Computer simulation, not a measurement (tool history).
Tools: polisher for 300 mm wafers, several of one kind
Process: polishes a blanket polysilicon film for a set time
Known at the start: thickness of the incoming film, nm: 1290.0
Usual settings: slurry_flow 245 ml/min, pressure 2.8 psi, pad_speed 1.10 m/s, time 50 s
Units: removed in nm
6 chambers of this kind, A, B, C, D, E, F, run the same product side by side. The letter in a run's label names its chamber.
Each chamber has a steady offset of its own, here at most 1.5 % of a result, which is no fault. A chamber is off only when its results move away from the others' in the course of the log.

| run | hour | slurry_flow | pressure | pad_speed | time | wafers polished on this pad | hours since the slurry nozzle was cleaned | hours since the head pressure was calibrated | removed |
|---|---|---|---|---|---|---|---|---|---|
| 1A | 3.4 | 245 | 2.8 | 1.10 | 50 | 992 | 131.5 | 210.1 | 546.06 |
|  | 8.4 | chamber A: worn pad replaced by a new one |
| 2C | 8.8 | 245 | 2.8 | 1.10 | 50 | 1223 | 586.6 | 91.5 | 548.46 |
| 3E | 13.7 | 245 | 2.8 | 1.10 | 50 | 506 | 494.3 | 292.0 | 550.87 |
| 4B | 18.1 | 245 | 2.8 | 1.10 | 50 | 670 | 21.5 | 231.3 | 550.99 |
|  | 22.7 | chamber B: worn pad replaced by a new one |
| 5F | 24.1 | 245 | 2.8 | 1.10 | 50 | 737 | 237.8 | 313.6 | 557.71 |
|  | 26.8 | chamber C: worn pad replaced by a new one |
| 6D | 28.2 | 245 | 2.8 | 1.10 | 50 | 827 | 308.1 | 506.2 | 550.15 |
|  | 30.5 | chamber E: worn pad replaced by a new one |
| 7D | 32.9 | 245 | 2.8 | 1.10 | 50 | 865 | 312.8 | 510.9 | 557.60 |
| 8B | 37.2 | 245 | 2.8 | 1.10 | 50 | 119 | 40.6 | 250.4 | 559.63 |
| 9C | 42.2 | 245 | 2.8 | 1.10 | 50 | 126 | 620.0 | 124.9 | 544.76 |
| 10E | 48.1 | 245 | 2.8 | 1.10 | 50 | 144 | 528.7 | 326.4 | 543.23 |
| 11A | 52.7 | 245 | 2.8 | 1.10 | 50 | 363 | 180.8 | 259.4 | 547.55 |
| 12F | 56.7 | 310 | 3.6 | 1.10 | 50 | 1004 | 270.4 | 346.2 | 730.14 |
| 13C | 62.2 | 310 | 3.6 | 1.10 | 50 | 289 | 640.0 | 144.9 | 727.49 |
|  | 63.2 | chamber E: head pressure recalibrated |
| 14D | 68.4 | 310 | 3.6 | 1.10 | 50 | 1156 | 348.3 | 546.4 | 733.33 |
| 15F | 72.8 | 310 | 3.6 | 1.10 | 50 | 1135 | 286.5 | 362.3 | 718.51 |
|  | 73.6 | chamber B: head pressure recalibrated |
| 16A | 78.2 | 310 | 3.6 | 1.10 | 50 | 572 | 206.3 | 284.9 | 719.82 |
| 17E | 81.1 | 310 | 3.6 | 1.10 | 50 | 414 | 561.7 | 18.0 | 722.19 |
| 18B | 84.9 | 245 | 2.8 | 1.10 | 50 | 509 | 88.3 | 11.3 | 551.17 |
| 19F | 87.8 | 180 | 2.8 | 1.46 | 50 | 1258 | 301.5 | 377.3 | 699.89 |
| 20E | 92.9 | 180 | 2.8 | 1.46 | 50 | 510 | 573.5 | 29.8 | 702.31 |
|  | 97.0 | chamber F: worn pad replaced by a new one |
| 21D | 99.2 | 180 | 2.8 | 1.46 | 50 | 1408 | 379.1 | 577.2 | 696.63 |
|  | 101.0 | chamber C: slurry nozzle cleaned |
| 22A | 103.0 | 180 | 2.8 | 1.46 | 50 | 775 | 231.1 | 309.7 | 697.81 |
|  | 105.5 | chamber E: worn pad replaced by a new one |
| 23B | 108.8 | 180 | 2.8 | 1.46 | 50 | 705 | 112.2 | 35.2 | 704.25 |
|  | 109.8 | chamber E: slurry nozzle cleaned |
| 24C | 115.2 | 180 | 2.8 | 1.46 | 50 | 723 | 14.2 | 197.9 | 695.87 |
|  | 118.3 | chamber B: worn pad replaced by a new one |
| 25D | 120.0 | 245 | 2.8 | 1.10 | 45 | 1578 | 399.9 | 598.0 | 488.36 |
| 26A | 122.8 | 245 | 2.8 | 1.10 | 45 | 937 | 250.9 | 329.5 | 494.96 |
| 27F | 129.1 | 245 | 2.8 | 1.10 | 45 | 263 | 342.8 | 418.6 | 499.53 |
| 28E | 135.3 | 245 | 2.8 | 1.10 | 45 | 244 | 25.6 | 72.2 | 498.41 |
| 29B | 139.5 | 245 | 2.8 | 1.10 | 45 | 173 | 142.9 | 65.9 | 501.49 |
| 30C | 144.0 | 245 | 2.8 | 1.10 | 45 | 959 | 43.0 | 226.7 | 493.57 |
|  | 147.6 | chamber A: worn pad replaced by a new one |
| 31C | 150.0 | 245 | 2.8 | 1.10 | 50 | 1008 | 49.0 | 232.7 | 548.26 |
| 32F | 153.0 | 245 | 2.8 | 1.10 | 50 | 458 | 366.7 | 442.5 | 551.66 |
| 33E | 157.2 | 245 | 2.8 | 1.10 | 50 | 423 | 47.5 | 94.1 | 547.77 |
|  | 159.9 | chamber F: slurry nozzle cleaned |
| 34A | 160.4 | 245 | 2.8 | 1.10 | 50 | 105 | 288.5 | 367.1 | 548.54 |
| 35D | 165.8 | 245 | 2.8 | 1.10 | 50 | 1953 | 445.7 | 643.8 | 539.72 |
| 36B | 170.0 | 245 | 2.8 | 1.10 | 50 | 423 | 173.4 | 96.4 | 557.65 |
|  | 173.7 | chamber A: head pressure recalibrated |
| 37B | 175.6 | 245 | 2.8 | 1.10 | 50 | 469 | 179.0 | 102.0 | 550.56 |
| 38F | 180.1 | 245 | 2.8 | 1.44 | 50 | 680 | 20.2 | 469.6 | 721.96 |
| 39A | 185.6 | 245 | 2.8 | 1.44 | 50 | 311 | 313.7 | 12.0 | 716.77 |
|  | 189.1 | chamber E: worn pad replaced by a new one |
| 40C | 191.4 | 245 | 2.8 | 1.44 | 50 | 1347 | 90.4 | 274.1 | 719.03 |
| 41E | 194.2 | 245 | 2.8 | 1.44 | 50 | 42 | 84.5 | 131.1 | 718.44 |
| 42D | 197.5 | 245 | 2.8 | 1.44 | 50 | 2212 | 477.4 | 675.5 | 704.14 |

What goes on in this fleet: one chamber off, a drifting gauge, or nothing beyond the chambers' own small offsets? Name the chamber and the cause, if any.

Chamber D drifts away from the others.
Cause: removal rate lost through wear of the pad, % = 3.84.
The log may not tell that from: slurry flow missing at the pad, %; head's pressure below its setpoint, %.

Here are 4 candidates for chamber D's next run, each the usual settings with a change, their results left as question marks. Which one brings its results back in line with what the others give on the usual settings?
In line means no further than this from the other chambers' mean on the usual settings: removed 12.00 nm
| 43D-1 | 202.1 | 245 | 2.8 | 1.14 | 50 |  |  |  | ? |
| 43D-2 | 202.1 | 245 | 2.8 | 1.08 | 49 |  |  |  | ? |
| 43D-3 | 202.1 | 245 | 2.6 | 1.10 | 50 |  |  |  | ? |
| 43D-4 | 202.1 | 245 | 3.0 | 1.10 | 50 |  |  |  | ? |

The other chambers' mean on the usual settings: removed 551.04 nm
| run | removed |
|---|---|
| 43D-1 | 557.86 |
| 43D-2 | 518.05 |
| 43D-3 | 499.76 |
| 43D-4 | 576.97 |
43D-1 brings the chamber back in line.
